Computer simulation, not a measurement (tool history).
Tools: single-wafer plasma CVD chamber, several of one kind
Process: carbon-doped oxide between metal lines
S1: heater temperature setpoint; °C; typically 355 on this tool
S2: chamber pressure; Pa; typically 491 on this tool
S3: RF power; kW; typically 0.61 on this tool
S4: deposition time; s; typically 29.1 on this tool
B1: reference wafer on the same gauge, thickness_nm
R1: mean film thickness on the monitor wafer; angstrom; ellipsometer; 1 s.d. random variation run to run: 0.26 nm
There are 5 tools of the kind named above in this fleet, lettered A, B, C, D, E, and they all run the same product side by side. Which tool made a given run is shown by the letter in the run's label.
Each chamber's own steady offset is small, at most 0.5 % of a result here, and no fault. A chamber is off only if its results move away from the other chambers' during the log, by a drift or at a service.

run   hour   S1   S2    S3    S4      B1      R1
 1A   10.5  355  491  0.61  29.1  170.02  1589.5
 2C   18.6  355  491  0.61  29.1  169.96  1586.9
 3E   29.3  355  491  0.61  29.1  169.88  1587.3
 4B   37.4  355  491  0.61  29.1  169.86  1590.3
 5D   43.2  368  491  0.61  29.1  169.85  1542.1
 6C   50.8  368  491  0.61  29.1  169.93  1534.9
 7E   59.8  368  491  0.61  29.1  169.81  1540.4
 8D   69.8  368  491  0.61  29.1  169.72  1536.8
 9B   77.9  368  491  0.61  29.1  169.72  1537.8
10A   87.1  355  597  0.61  29.1  169.73  1623.7
11D   95.7  355  597  0.61  29.1  169.64  1626.9
12C  104.4  355  597  0.61  29.1  169.67  1628.6
13B  114.5  355  597  0.61  29.1  169.61  1628.2
14E  121.3  355  597  0.61  29.1  169.57  1622.5
     124.4  -- chamber B: RF generator calibrated
15A  129.5  355  491  0.61  29.1  169.54  1585.8
16E  135.8  355  491  0.61  29.1  169.58  1589.1
17B  141.5  355  491  0.61  29.1  169.62  1592.7
18D  151.6  355  491  0.61  29.1  169.57  1587.4
19A  159.2  355  491   0.5  29.1  169.55  1403.1
     163.7  -- chamber A: capacitance manometer re-zeroed and calibrated
20C  167.4  355  491   0.5  29.1  169.39  1399.6
21C  174.6  355  491   0.5  29.1  169.48  1396.8
22B  184.6  355  491   0.5  29.1  169.34  1399.9
     189.3  -- chamber A: RF generator calibrated
23A  193.6  355  491   0.5  29.1  169.45  1403.1
24D  198.7  355  491  0.61  29.1  169.35  1588.4
25E  206.8  355  548  0.51  29.1   169.3  1435.4
26E  216.3  355  548  0.51  29.1  169.36  1435.5
27A  224.5  355  548  0.51  29.1  169.26  1440.4
28D  231.8  355  548  0.51  29.1  169.26  1445.7
       236  -- chamber A: thermocouple changed; heater temperature recalibrated
29C  237.8  355  548  0.51  29.1  169.25  1438.4
30B  243.6  355  491  0.61  29.1  169.12  1589.2
31C  252.6  355  491  0.61  29.1  169.19  1579.2
     257.2  -- chamber E: capacitance manometer re-zeroed and calibrated
32A  261.4  355  491  0.61  29.1  169.18  1580.9
33D  269.8  355  491  0.61  29.1   169.1  1580.8
34E  275.6  355  491  0.61  23.4  169.05  1281.8
35B  282.1  355  491  0.61  23.4  169.04  1285.6
36C  287.5  355  491  0.61  23.4  169.08    1269
37A  293.3  355  491  0.61  23.4   168.9  1278.6
38D  303.9  355  491  0.61  23.4  168.95  1274.1
39E  314.7  355  491  0.61  29.1  168.95  1582.3
40B  321.4  355  491  0.61  29.1  168.92    1588
41C  329.6  355  491  0.61  29.1  168.82    1580

Has any chamber moved away from the others, gradually or after a service, or does the common gauge drift, or do the chambers differ only by their own small steady offsets? State the chamber and the most likely cause if one applies.

The gauge drifts, so all chambers seem to drift together. No chamber is off.
Likeliest cause: gauge reads low (%) = 0.661.

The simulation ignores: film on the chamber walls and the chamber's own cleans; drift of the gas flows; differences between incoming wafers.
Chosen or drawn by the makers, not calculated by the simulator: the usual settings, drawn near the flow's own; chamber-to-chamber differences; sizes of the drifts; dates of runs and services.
